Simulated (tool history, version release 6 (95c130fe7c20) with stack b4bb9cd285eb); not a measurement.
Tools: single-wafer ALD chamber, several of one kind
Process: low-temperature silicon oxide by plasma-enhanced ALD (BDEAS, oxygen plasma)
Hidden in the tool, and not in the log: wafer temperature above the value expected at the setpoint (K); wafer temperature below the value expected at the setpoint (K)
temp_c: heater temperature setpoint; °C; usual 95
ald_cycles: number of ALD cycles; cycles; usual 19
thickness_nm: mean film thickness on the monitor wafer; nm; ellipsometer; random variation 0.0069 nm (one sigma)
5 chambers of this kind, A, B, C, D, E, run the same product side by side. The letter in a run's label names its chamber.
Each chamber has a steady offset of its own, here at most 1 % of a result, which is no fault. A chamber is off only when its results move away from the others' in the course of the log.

run   hour  temp_c  ald_cycles  hours since the last thermocouple change  read-back reference wafer on the same gauge, thickness_nm  thickness_nm
 1B    9.5      95          19                                     652.4                                                     2.4087        2.7849
 2E   20.5      95          19                                    1877.9                                                     2.4085        2.7418
 3D   30.1      95          19                                     929.7                                                     2.4096        2.7818
 4A   35.4      95          19                                     626.3                                                     2.4107        2.7327
 5C   47.4      95          19                                    1157.5                                                     2.4094        2.7638
      56.5  -- chamber E: thermocouple changed; heater temperature recalibrated
 6A   57.3      95          19                                     648.2                                                     2.4118        2.7386
 7D   66.8      95          19                                     966.4                                                     2.4100        2.7613
 8C   77.3      95          19                                    1187.4                                                     2.4092        2.7630
 9B   87.4      95          19                                     730.3                                                     2.4096        2.7798
10E   98.1      95          19                                      41.7                                                     2.4098        2.7267
11A  109.8     105          19                                     700.7                                                     2.4089        2.6710
12E  119.6     105          19                                      63.2                                                     2.4104        2.6654
13D  131.4     105          19                                    1031.0                                                     2.4109        2.6933
14B  139.0     105          19                                     781.9                                                     2.4101        2.7101
15C  150.9     105          19                                    1261.0                                                     2.4096        2.6903
16E  162.1      95          19                                     105.7                                                     2.4102        2.7447
17C  171.3      95          19                                    1281.4                                                     2.4107        2.7550
18D  182.4      95          19                                    1082.0                                                     2.4095        2.7739
19A  194.1      95          22                                     785.0                                                     2.4099        3.1746
20B  204.3      95          22                                     847.2                                                     2.4106        3.2126
21A  213.2      95          22                                     804.1                                                     2.4092        3.1646
22C  224.0      95          22                                    1334.1                                                     2.4107        3.2178
     231.4  -- chamber C: thermocouple changed; heater temperature recalibrated
23D  231.6      95          22                                    1131.2                                                     2.4097        3.2053
24E  239.0      95          19                                     182.6                                                     2.4115        2.7422
25B  244.7      95          19                                     887.6                                                     2.4108        2.7777
26A  255.3      95          19                                     846.2                                                     2.4103        2.7334
27B  267.0      95          19                                     909.9                                                     2.4084        2.7800
28C  278.0     109          17                                      46.6                                                     2.4087        2.4122
29E  289.8     109          17                                     233.4                                                     2.4093        2.3681
30D  295.6     109          17                                    1195.2                                                     2.4095        2.3966
31C  300.8     109          17                                      69.4                                                     2.4105        2.4172
32D  311.6     109          17                                    1211.2                                                     2.4087        2.3941
33E  323.1      95          19                                     266.7                                                     2.4077        2.7518
34A  334.9      95          19                                     925.8                                                     2.4108        2.7375
35B  340.4      95          19                                     983.3                                                     2.4106        2.7898
36C  350.0      95          19                                     118.6                                                     2.4088        2.8213
37B  361.6      95          19                                    1004.5                                                     2.4109        2.7809
38E  373.3      95          19                                     316.9                                                     2.4091        2.7497
39A  382.4      95          19                                     973.3                                                     2.4117        2.7397
40D  391.9      95          19                                    1291.5                                                     2.4104        2.7671
41A  400.2      95          19                                     991.1                                                     2.4095        2.7319

What goes on in this fleet: one chamber off, a drifting gauge, or nothing beyond the chambers' own small offsets? Name the chamber and the cause, if any.

A service left chamber C off against the others.
Cause: wafer temperature below the value expected at the setpoint (K) = 5.44.

Here are 4 candidates for chamber C's next run, each the usual settings with a change, their results left as question marks. Which one brings its results back in line with what the others give on the usual settings?
In line means no further than this from the other chambers' mean on the usual settings: thickness_nm 0.0240 nm
42C-1  408.8      88          19                                                                                                                  ?
42C-2  408.8     106          19                                                                                                                  ?
42C-3  408.8     102          19                                                                                                                  ?
42C-4  408.8      84          19                                                                                                                  ?

The other chambers' mean on the usual settings: thickness_nm 2.7579 nm
  run  thickness_nm
42C-1        2.8942
42C-2        2.7217
42C-3        2.7582
42C-4        2.9330
42C-3 brings the chamber back in line.

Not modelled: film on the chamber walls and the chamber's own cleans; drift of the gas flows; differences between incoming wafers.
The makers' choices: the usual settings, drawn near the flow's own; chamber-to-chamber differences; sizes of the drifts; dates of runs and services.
